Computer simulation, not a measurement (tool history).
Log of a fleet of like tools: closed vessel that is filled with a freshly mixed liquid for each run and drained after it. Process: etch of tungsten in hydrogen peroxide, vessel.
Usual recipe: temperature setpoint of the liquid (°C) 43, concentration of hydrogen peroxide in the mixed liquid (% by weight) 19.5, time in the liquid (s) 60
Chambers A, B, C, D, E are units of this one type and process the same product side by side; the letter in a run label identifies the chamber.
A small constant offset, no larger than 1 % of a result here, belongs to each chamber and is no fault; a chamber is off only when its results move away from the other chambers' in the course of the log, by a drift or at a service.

run   hour  temperature setpoint of the liquid (°C)  concentration of hydrogen peroxide in the mixed liquid (% by weight)  time in the liquid (s)  hours since the thermometer was replaced  hours since the peroxide flow meter was replaced  hours since the drum of peroxide was connected  read-back film thickness of the tungsten reference wafer, read on the same gauge (nm)  thickness taken off the tungsten on a monitor wafer (nm)
       6.4  -- chamber D: thermometer replaced
 1B    7.9                                       43                                                                  19.5                      60                                     822.7                                             876.7                                           204.7                                                                                 140.05                                                    83.801
 2E   13.2                                       43                                                                  19.5                      60                                     120.4                                             125.6                                           984.8                                                                                 139.99                                                    82.462
 3D   23.9                                       43                                                                  19.5                      60                                      17.6                                             209.5                                          1059.1                                                                                 139.97                                                    82.851
 4C   35.7                                       43                                                                  19.5                      60                                    1629.5                                            1017.6                                           467.3                                                                                 140.03                                                    82.077
 5A   46.0                                       43                                                                  19.5                      60                                     811.1                                             527.9                                            73.7                                                                                 139.99                                                    82.797
 6E   52.2                                       43                                                                  19.5                      45                                     159.4                                             164.6                                          1023.8                                                                                 140.00                                                    61.695
 7D   62.9                                       43                                                                  19.5                      45                                      56.6                                             248.5                                          1098.1                                                                                 140.00                                                    62.082
 8C   69.9                                       43                                                                  19.5                      45                                    1663.7                                            1051.8                                           501.5                                                                                 139.98                                                    61.648
 9A   76.4                                       43                                                                  19.5                      45                                     841.5                                             558.3                                           104.1                                                                                 140.00                                                    61.963
10B   83.5                                       43                                                                  19.5                      45                                     898.3                                             952.3                                           280.3                                                                                 140.04                                                    62.407
11E   93.7                                       43                                                                  19.5                      60                                     200.9                                             206.1                                          1065.3                                                                                 140.07                                                    81.876
      94.5  -- chamber B: peroxide flow meter replaced
12C  103.0                                       43                                                                  19.5                      60                                    1696.8                                            1084.9                                           534.6                                                                                 139.97                                                    81.631
13A  112.8                                       43                                                                  19.5                      60                                     877.9                                             594.7                                           140.5                                                                                 140.03                                                    82.677
14D  119.3                                       43                                                                  19.5                      60                                     113.0                                             304.9                                          1154.5                                                                                 140.04                                                    82.947
15B  128.4                                       43                                                                  19.5                      60                                     943.2                                              33.9                                           325.2                                                                                 140.00                                                    83.443
16E  139.7                                       43                                                                  19.5                      60                                     246.9                                             252.1                                          1111.3                                                                                 140.02                                                    81.946
17A  151.7                                       43                                                                  21.5                      60                                     916.8                                             633.6                                           179.4                                                                                 140.04                                                    87.072
18C  163.0                                       43                                                                  21.5                      60                                    1756.8                                            1144.9                                           594.6                                                                                 139.98                                                    84.679
19D  168.5                                       43                                                                  21.5                      60                                     162.2                                             354.1                                          1203.7                                                                                 140.02                                                    86.611
20B  178.4                                       43                                                                  21.5                      60                                     993.2                                              83.9                                           375.2                                                                                 140.06                                                    86.938
21C  190.5                                       43                                                                  21.5                      60                                    1784.3                                            1172.4                                           622.1                                                                                 139.95                                                    83.738
22D  197.4                                       43                                                                  19.5                      60                                     191.1                                             383.0                                          1232.6                                                                                 139.99                                                    82.597
23E  203.0                                       43                                                                  19.5                      60                                     310.2                                             315.4                                          1174.6                                                                                 140.01                                                    81.510
24A  212.4                                       43                                                                  19.5                      60                                     977.5                                             694.3                                           240.1                                                                                 139.95                                                    83.423
25B  218.8                                       43                                                                  19.5                      60                                    1033.6                                             124.3                                           415.6                                                                                 140.01                                                    83.391
26B  231.0                                       43                                                                  19.5                      60                                    1045.8                                             136.5                                           427.8                                                                                 140.06                                                    83.266
     235.3  -- chamber E: new drum of peroxide connected
27A  237.6                                       48                                                                  23.5                      60                                    1002.7                                             719.5                                           265.3                                                                                 139.99                                                   124.980
28D  247.9                                       48                                                                  23.5                      60                                     241.6                                             433.5                                          1283.1                                                                                 139.99                                                   125.260
29C  256.0                                       48                                                                  23.5                      60                                    1849.8                                            1237.9                                           687.6                                                                                 140.00                                                   119.730
30E  267.4                                       48                                                                  23.5                      60                                     374.6                                             379.8                                            32.2                                                                                 140.02                                                   122.950
31B  275.9                                       48                                                                  23.5                      60                                    1090.7                                             181.4                                           472.7                                                                                 139.99                                                   124.110
     278.4  -- chamber D: new drum of peroxide connected
32D  283.4                                       43                                                                  19.5                      60                                     277.1                                             469.0                                             5.0                                                                                 139.99                                                    83.217

Predict what each chamber gives when all 5 of them run the settings below next.
33A  292.2                                       43                                                                  19.5                      60                                                                                                                                                                                                                                                                                            ?
33B  292.2                                       43                                                                  19.5                      60                                                                                                                                                                                                                                                                                            ?
33C  292.2                                       43                                                                  19.5                      60                                                                                                                                                                                                                                                                                            ?
33D  292.2                                       43                                                                  19.5                      60                                                                                                                                                                                                                                                                                            ?
33E  292.2                                       43                                                                  19.5                      60                                                                                                                                                                                                                                                                                            ?

run  thickness taken off the tungsten on a monitor wafer (nm)
33A                                                    82.966
33B                                                    83.470
33C                                                    79.462
33D                                                    83.103
33E                                                    81.997

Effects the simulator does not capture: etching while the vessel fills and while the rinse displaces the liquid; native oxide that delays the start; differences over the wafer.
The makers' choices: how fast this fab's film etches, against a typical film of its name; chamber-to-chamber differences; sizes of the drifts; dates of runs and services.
